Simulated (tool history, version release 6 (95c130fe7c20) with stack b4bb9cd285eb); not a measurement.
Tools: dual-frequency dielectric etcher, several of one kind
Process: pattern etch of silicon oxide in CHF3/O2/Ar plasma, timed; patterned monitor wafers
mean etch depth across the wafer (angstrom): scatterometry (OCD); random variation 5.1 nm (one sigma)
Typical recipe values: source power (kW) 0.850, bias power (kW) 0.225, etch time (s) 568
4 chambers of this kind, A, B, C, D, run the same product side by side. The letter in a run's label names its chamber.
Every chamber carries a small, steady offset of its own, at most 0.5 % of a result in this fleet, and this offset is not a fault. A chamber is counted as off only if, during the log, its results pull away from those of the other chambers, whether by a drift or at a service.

run     day  source power (kW)  bias power (kW)  etch time (s)  read-back reference wafer on the same gauge, depth_nm  mean etch depth across the wafer (angstrom)
 1B   0.300              0.850            0.225            568                                                 1601.0                                        13766
 2D   0.529              0.850            0.225            568                                                 1600.3                                        13843
 3A   0.892              0.850            0.225            568                                                 1599.6                                        13917
 4C   1.146              0.850            0.225            568                                                 1599.8                                        13787
 5C   1.446              0.850            0.225            568                                                 1599.6                                        13877
 6D   1.900              0.850            0.225            568                                                 1600.3                                        13811
 7B   2.179              0.850            0.225            568                                                 1600.2                                        13752
 8A   2.617              0.850            0.225            568                                                 1599.7                                        13895
 9C   3.042              0.850            0.225            568                                                 1599.3                                        13721
10D   3.242              0.850            0.225            568                                                 1599.2                                        13765
11B   3.517              0.850            0.225            568                                                 1599.8                                        13721
12A   3.779              0.850            0.208            568                                                 1598.9                                        13452
13A   4.050              0.850            0.208            568                                                 1600.3                                        13517
14C   4.308              0.850            0.208            568                                                 1601.1                                        13481
15D   4.512              0.850            0.208            568                                                 1598.7                                        13421
16B   4.717              0.850            0.225            701                                                 1599.7                                        17105
17D   5.000              0.850            0.225            701                                                 1599.5                                        17108
18C   5.283              0.850            0.225            701                                                 1599.6                                        16958
19B   5.583              0.850            0.225            701                                                 1599.7                                        17023
      5.738  -- chamber B: bias power generator calibrated
20A   5.946              0.850            0.225            568                                                 1600.2                                        13926
21A   6.400              0.920            0.225            568                                                 1599.5                                        14303
22C   6.821              0.920            0.225            568                                                 1601.4                                        14206
23D   7.029              0.920            0.225            568                                                 1599.1                                        14272
24B   7.400              0.920            0.225            568                                                 1598.0                                        14170
25B   7.642              0.850            0.225            568                                                 1600.2                                        13782
26A   7.867              0.850            0.225            568                                                 1601.6                                        13912
27C   8.283              0.850            0.225            568                                                 1601.4                                        13747
      8.412  -- chamber B: wet clean of the chamber
28D   8.671              0.850            0.225            568                                                 1598.4                                        13851
29D   9.058              0.940            0.263            568                                                 1600.1                                        15223
30A   9.421              0.940            0.263            568                                                 1601.1                                        15232
      9.679  -- chamber D: wet clean of the chamber
31B   9.842              0.940            0.263            568                                                 1599.3                                        15010
      9.992  -- chamber C: bias power generator calibrated
32C  10.142              0.940            0.263            568                                                 1600.6                                        15132
33B  10.450              0.850            0.225            568                                                 1598.5                                        13880
34A  10.746              0.850            0.225            568                                                 1600.7                                        13997
35D  10.988              0.850            0.225            568                                                 1599.0                                        13824
36C  11.283              0.850            0.270            440                                                 1600.7                                        11309
37B  11.492              0.850            0.270            440                                                 1599.0                                        11360
38A  11.771              0.850            0.270            440                                                 1600.4                                        11535
39C  12.071              0.850            0.270            440                                                 1601.4                                        11445
40D  12.379              0.850            0.225            568                                                 1599.3                                        13896
41A  12.762              0.850            0.225            568                                                 1600.5                                        13923
42B  13.054              0.850            0.225            568                                                 1599.0                                        13796
43D  13.467              0.850            0.225            568                                                 1600.1                                        13788

Decide between three cases: one chamber stands off from its peers, the gauge reading all wafers drifts, or nothing is wrong past each chamber's small offset. Where a chamber is off, say which and what most likely put it there.

Nothing is wrong: each chamber keeps only its own small, steady offset and the gauge holds still.

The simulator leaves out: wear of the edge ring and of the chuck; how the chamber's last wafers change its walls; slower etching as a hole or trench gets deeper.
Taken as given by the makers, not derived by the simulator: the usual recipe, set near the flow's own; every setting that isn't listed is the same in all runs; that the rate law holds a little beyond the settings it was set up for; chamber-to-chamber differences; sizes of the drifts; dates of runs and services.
